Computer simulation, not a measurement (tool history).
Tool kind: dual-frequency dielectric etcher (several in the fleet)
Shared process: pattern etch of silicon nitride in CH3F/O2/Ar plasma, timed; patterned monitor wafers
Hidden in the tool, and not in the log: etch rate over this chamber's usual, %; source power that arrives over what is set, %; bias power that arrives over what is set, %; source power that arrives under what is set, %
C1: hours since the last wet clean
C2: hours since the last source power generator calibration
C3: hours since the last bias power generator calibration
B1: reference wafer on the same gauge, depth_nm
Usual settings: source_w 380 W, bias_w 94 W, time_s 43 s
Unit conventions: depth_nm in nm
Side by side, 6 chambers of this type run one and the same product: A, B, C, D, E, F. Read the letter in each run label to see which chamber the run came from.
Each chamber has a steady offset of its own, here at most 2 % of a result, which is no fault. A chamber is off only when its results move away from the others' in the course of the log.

{"run": "1D", "hour": 9.7, "source_w": 380, "bias_w": 94, "time_s": 43, "C1": 487.6, "C2": 2494.4, "C3": 1757.1, "B1": 31.406, "depth_nm": 32.915}
{"run": "2A", "hour": 18.8, "source_w": 380, "bias_w": 94, "time_s": 43, "C1": 81.3, "C2": 1128.9, "C3": 803.4, "B1": 31.406, "depth_nm": 32.676}
{"hour": 27.1, "done": "chamber E: source power generator calibrated"}
{"run": "3E", "hour": 27.6, "source_w": 380, "bias_w": 94, "time_s": 43, "C1": 209.7, "C2": 0.5, "C3": 823.0, "B1": 31.421, "depth_nm": 32.444}
{"run": "4F", "hour": 38.6, "source_w": 380, "bias_w": 94, "time_s": 43, "C1": 448.9, "C2": 2961.8, "C3": 1939.0, "B1": 31.418, "depth_nm": 32.024}
{"run": "5B", "hour": 46.0, "source_w": 380, "bias_w": 94, "time_s": 43, "C1": 299.6, "C2": 232.5, "C3": 1245.6, "B1": 31.415, "depth_nm": 32.234}
{"run": "6C", "hour": 56.9, "source_w": 380, "bias_w": 94, "time_s": 43, "C1": 428.8, "C2": 568.5, "C3": 966.9, "B1": 31.429, "depth_nm": 32.535}
{"run": "7C", "hour": 68.1, "source_w": 380, "bias_w": 94, "time_s": 43, "C1": 440.0, "C2": 579.7, "C3": 978.1, "B1": 31.446, "depth_nm": 32.511}
{"hour": 72.3, "done": "chamber F: wet clean of the chamber"}
{"run": "8D", "hour": 79.5, "source_w": 380, "bias_w": 94, "time_s": 43, "C1": 557.4, "C2": 2564.2, "C3": 1826.9, "B1": 31.458, "depth_nm": 32.9}
{"run": "9B", "hour": 87.7, "source_w": 380, "bias_w": 94, "time_s": 43, "C1": 341.3, "C2": 274.2, "C3": 1287.3, "B1": 31.449, "depth_nm": 32.431}
{"run": "10A", "hour": 94.8, "source_w": 380, "bias_w": 94, "time_s": 43, "C1": 157.3, "C2": 1204.9, "C3": 879.4, "B1": 31.452, "depth_nm": 32.685}
{"hour": 97.6, "done": "chamber D: bias power generator calibrated"}
{"run": "11F", "hour": 106.0, "source_w": 380, "bias_w": 94, "time_s": 43, "C1": 33.8, "C2": 3029.2, "C3": 2006.4, "B1": 31.451, "depth_nm": 32.029}
{"hour": 108.8, "done": "chamber D: wet clean of the chamber"}
{"run": "12E", "hour": 115.0, "source_w": 380, "bias_w": 94, "time_s": 43, "C1": 297.1, "C2": 87.9, "C3": 910.4, "B1": 31.468, "depth_nm": 32.507}
{"run": "13C", "hour": 125.7, "source_w": 380, "bias_w": 94, "time_s": 43, "C1": 497.6, "C2": 637.3, "C3": 1035.7, "B1": 31.473, "depth_nm": 32.651}
{"run": "14F", "hour": 136.3, "source_w": 380, "bias_w": 94, "time_s": 43, "C1": 64.1, "C2": 3059.5, "C3": 2036.7, "B1": 31.48, "depth_nm": 32.096}
{"run": "15E", "hour": 146.8, "source_w": 380, "bias_w": 94, "time_s": 43, "C1": 328.9, "C2": 119.7, "C3": 942.2, "B1": 31.494, "depth_nm": 32.437}
{"run": "16A", "hour": 156.9, "source_w": 310, "bias_w": 112, "time_s": 43, "C1": 219.4, "C2": 1267.0, "C3": 941.5, "B1": 31.488, "depth_nm": 32.35}
{"run": "17B", "hour": 165.9, "source_w": 310, "bias_w": 112, "time_s": 43, "C1": 419.5, "C2": 352.4, "C3": 1365.5, "B1": 31.496, "depth_nm": 32.069}
{"run": "18D", "hour": 176.8, "source_w": 310, "bias_w": 112, "time_s": 43, "C1": 68.0, "C2": 2661.5, "C3": 79.3, "B1": 31.512, "depth_nm": 32.557}
{"hour": 177.7, "done": "chamber B: wet clean of the chamber"}
{"run": "19F", "hour": 188.9, "source_w": 310, "bias_w": 112, "time_s": 43, "C1": 116.7, "C2": 3112.1, "C3": 2089.3, "B1": 31.506, "depth_nm": 31.798}
{"run": "20B", "hour": 195.7, "source_w": 310, "bias_w": 112, "time_s": 43, "C1": 18.0, "C2": 382.2, "C3": 1395.3, "B1": 31.521, "depth_nm": 32.092}
{"run": "21C", "hour": 203.2, "source_w": 310, "bias_w": 112, "time_s": 43, "C1": 575.1, "C2": 714.8, "C3": 1113.2, "B1": 31.512, "depth_nm": 32.3}
{"run": "22E", "hour": 216.7, "source_w": 380, "bias_w": 79, "time_s": 43, "C1": 398.8, "C2": 189.6, "C3": 1012.1, "B1": 31.528, "depth_nm": 30.633}
{"hour": 223.7, "done": "chamber C: wet clean of the chamber"}
{"run": "23A", "hour": 225.8, "source_w": 380, "bias_w": 79, "time_s": 43, "C1": 288.3, "C2": 1335.9, "C3": 1010.4, "B1": 31.54, "depth_nm": 30.807}
{"run": "24D", "hour": 232.0, "source_w": 380, "bias_w": 79, "time_s": 43, "C1": 123.2, "C2": 2716.7, "C3": 134.5, "B1": 31.534, "depth_nm": 31.01}
{"run": "25C", "hour": 245.4, "source_w": 380, "bias_w": 79, "time_s": 43, "C1": 21.7, "C2": 757.0, "C3": 1155.4, "B1": 31.535, "depth_nm": 30.563}
{"run": "26B", "hour": 254.8, "source_w": 380, "bias_w": 79, "time_s": 43, "C1": 77.1, "C2": 441.3, "C3": 1454.4, "B1": 31.556, "depth_nm": 30.478}
{"run": "27F", "hour": 260.9, "source_w": 380, "bias_w": 79, "time_s": 43, "C1": 188.7, "C2": 3184.1, "C3": 2161.3, "B1": 31.549, "depth_nm": 30.164}
{"run": "28A", "hour": 274.5, "source_w": 380, "bias_w": 94, "time_s": 43, "C1": 337.0, "C2": 1384.6, "C3": 1059.1, "B1": 31.564, "depth_nm": 32.865}
{"run": "29D", "hour": 286.5, "source_w": 380, "bias_w": 94, "time_s": 43, "C1": 177.7, "C2": 2771.2, "C3": 189.0, "B1": 31.557, "depth_nm": 33.035}
{"run": "30E", "hour": 298.4, "source_w": 380, "bias_w": 94, "time_s": 43, "C1": 480.5, "C2": 271.3, "C3": 1093.8, "B1": 31.573, "depth_nm": 32.628}
{"run": "31B", "hour": 309.1, "source_w": 380, "bias_w": 94, "time_s": 43, "C1": 131.4, "C2": 495.6, "C3": 1508.7, "B1": 31.586, "depth_nm": 32.505}
{"run": "32A", "hour": 316.6, "source_w": 460, "bias_w": 94, "time_s": 43, "C1": 379.1, "C2": 1426.7, "C3": 1101.2, "B1": 31.575, "depth_nm": 35.289}
{"run": "33D", "hour": 323.4, "source_w": 460, "bias_w": 94, "time_s": 43, "C1": 214.6, "C2": 2808.1, "C3": 225.9, "B1": 31.584, "depth_nm": 35.577}
{"run": "34F", "hour": 335.3, "source_w": 460, "bias_w": 94, "time_s": 43, "C1": 263.1, "C2": 3258.5, "C3": 2235.7, "B1": 31.598, "depth_nm": 34.48}
{"run": "35E", "hour": 344.3, "source_w": 460, "bias_w": 94, "time_s": 43, "C1": 526.4, "C2": 317.2, "C3": 1139.7, "B1": 31.594, "depth_nm": 35.256}
{"run": "36C", "hour": 354.8, "source_w": 460, "bias_w": 94, "time_s": 43, "C1": 131.1, "C2": 866.4, "C3": 1264.8, "B1": 31.595, "depth_nm": 35.214}

Which is it: a chamber that has drifted or been left off by a service, a gauge drift common to all chambers, or only each chamber's usual small offset? If a chamber is off, name it and its likeliest cause.

Gauge drift. The chambers move together only on paper, and none stands off.
Most likely cause: gauge reads high (%) = 0.664.
